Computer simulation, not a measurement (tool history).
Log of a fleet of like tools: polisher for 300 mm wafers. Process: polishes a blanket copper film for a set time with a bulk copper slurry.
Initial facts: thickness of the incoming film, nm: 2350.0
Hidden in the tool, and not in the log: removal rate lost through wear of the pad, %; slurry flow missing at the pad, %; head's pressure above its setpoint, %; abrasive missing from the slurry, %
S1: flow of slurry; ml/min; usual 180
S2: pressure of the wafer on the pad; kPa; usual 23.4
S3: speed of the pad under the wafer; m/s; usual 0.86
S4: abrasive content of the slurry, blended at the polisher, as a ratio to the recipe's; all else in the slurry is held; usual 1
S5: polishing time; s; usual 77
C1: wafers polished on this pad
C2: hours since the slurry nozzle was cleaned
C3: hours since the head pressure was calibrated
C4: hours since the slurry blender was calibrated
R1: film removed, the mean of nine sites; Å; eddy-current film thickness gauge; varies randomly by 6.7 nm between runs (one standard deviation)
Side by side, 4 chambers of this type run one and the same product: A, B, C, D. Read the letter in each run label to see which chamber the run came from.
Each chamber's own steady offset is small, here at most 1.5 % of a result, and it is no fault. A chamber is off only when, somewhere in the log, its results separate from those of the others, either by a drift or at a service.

run,day,S1,S2,S3,S4,S5,C1,C2,C3,C4,R1
1C,0.396,180,23.4,0.86,1,77,425,135.1,248.6,180.9,8070.4
2D,0.717,180,23.4,0.86,1,77,942,64,298.1,39,8052.7
3A,1.167,180,23.4,0.86,1,77,753,435.8,986.9,142.5,8105.7
4B,1.471,180,23.4,0.86,1,77,429,676.3,945.8,312.9,8130.2
# day 1.546: chamber D: worn pad replaced by a new one
# day 1.608: chamber A: head pressure recalibrated
5C,1.721,180,23.4,0.86,1,77,675,166.9,280.4,212.7,7960.4
6B,2.025,180,23.4,0.86,1,77,533,689.6,959.1,326.2,8063.9
7A,2.438,180,23.4,0.86,1,77,993,466.3,19.9,173,8171.2
8D,2.971,180,23.4,0.86,1,77,269,118.1,352.2,93.1,8131.1
9A,3.462,120,23.4,0.86,1,77,1186,490.9,44.5,197.6,7536.7
# day 3.508: chamber A: worn pad replaced by a new one
10C,3.758,120,23.4,0.86,1,77,1060,215.8,329.3,261.6,7330.7
11D,4.25,120,23.4,0.86,1,77,511,148.8,382.9,123.8,7574.7
# day 4.671: chamber A: slurry blender recalibrated
12B,4.729,120,23.4,0.86,1,77,1044,754.5,1024,391.1,7523
# day 4.75: chamber B: worn pad replaced by a new one
13B,5.046,180,23.4,0.86,1,77,56,762.1,1031.6,398.7,8125.3
14C,5.333,180,23.4,0.86,1,77,1357,253.6,367.1,299.4,7959.8
# day 5.492: chamber B: slurry nozzle cleaned
15D,5.575,180,23.4,0.86,1,77,761,180.6,414.7,155.6,8082.9
16A,6.012,180,23.4,0.86,1,77,473,552.1,105.7,32.3,8127.7
17B,6.55,180,23.4,0.86,1,77,340,25.4,1067.7,434.8,8059.9
18A,7.05,180,23.4,0.86,1,77,669,577,130.6,57.2,8141.3
19D,7.475,180,23.4,0.86,1,77,1120,226.2,460.3,201.2,8061.8
# day 7.688: chamber B: head pressure recalibrated
# day 7.821: chamber D: worn pad replaced by a new one
# day 7.821: chamber B: slurry blender recalibrated
20C,7.833,180,23.4,0.86,1,77,1829,313.6,427.1,359.4,7514.1
21D,8.096,180,23.4,0.86,1,77,52,241.1,475.2,216.1,8144.3
22A,8.346,180,23.4,0.86,1,77,913,608.1,161.7,88.3,8258.7
23C,8.812,180,23.4,0.86,1,77,2014,337.1,450.6,382.9,7483.8
24B,9.1,180,23.4,0.86,1,77,821,86.6,34,30.8,8202.1

Is one chamber out of step, is the gauge drifting, or do the chambers differ by no more than their own small offsets? For an off chamber, give its letter and the likeliest cause.

It is chamber C that slowly wanders off from its peers.
Likeliest cause: removal rate lost through wear of the pad, % = 7.58.
The log might look much the same if the cause were instead: slurry flow missing at the pad, %; head's pressure below its setpoint, %; abrasive missing from the slurry, %.

Which of the 4 candidates below, each the usual settings with something changed and its results left as question marks, puts chamber C back in line with what the other chambers give on the usual settings?
Counts as in line when no further than this from what the other chambers average on the usual settings: R1 240 Å
25C-1,9.488,140,23.4,0.86,0.8,77,,,,,?
25C-2,9.488,180,24.1,0.88,1,80,,,,,?
25C-3,9.488,180,23.4,0.88,1,78,,,,,?
25C-4,9.488,150,23.4,0.86,1,77,,,,,?

The mean the other chambers reach with the usual settings: R1 8145.1 Å
run,R1
25C-1,6755.1
25C-2,8078
25C-3,7652
25C-4,7167.2
The answer is 25C-2, which returns the chamber to within the allowed miss of the others.
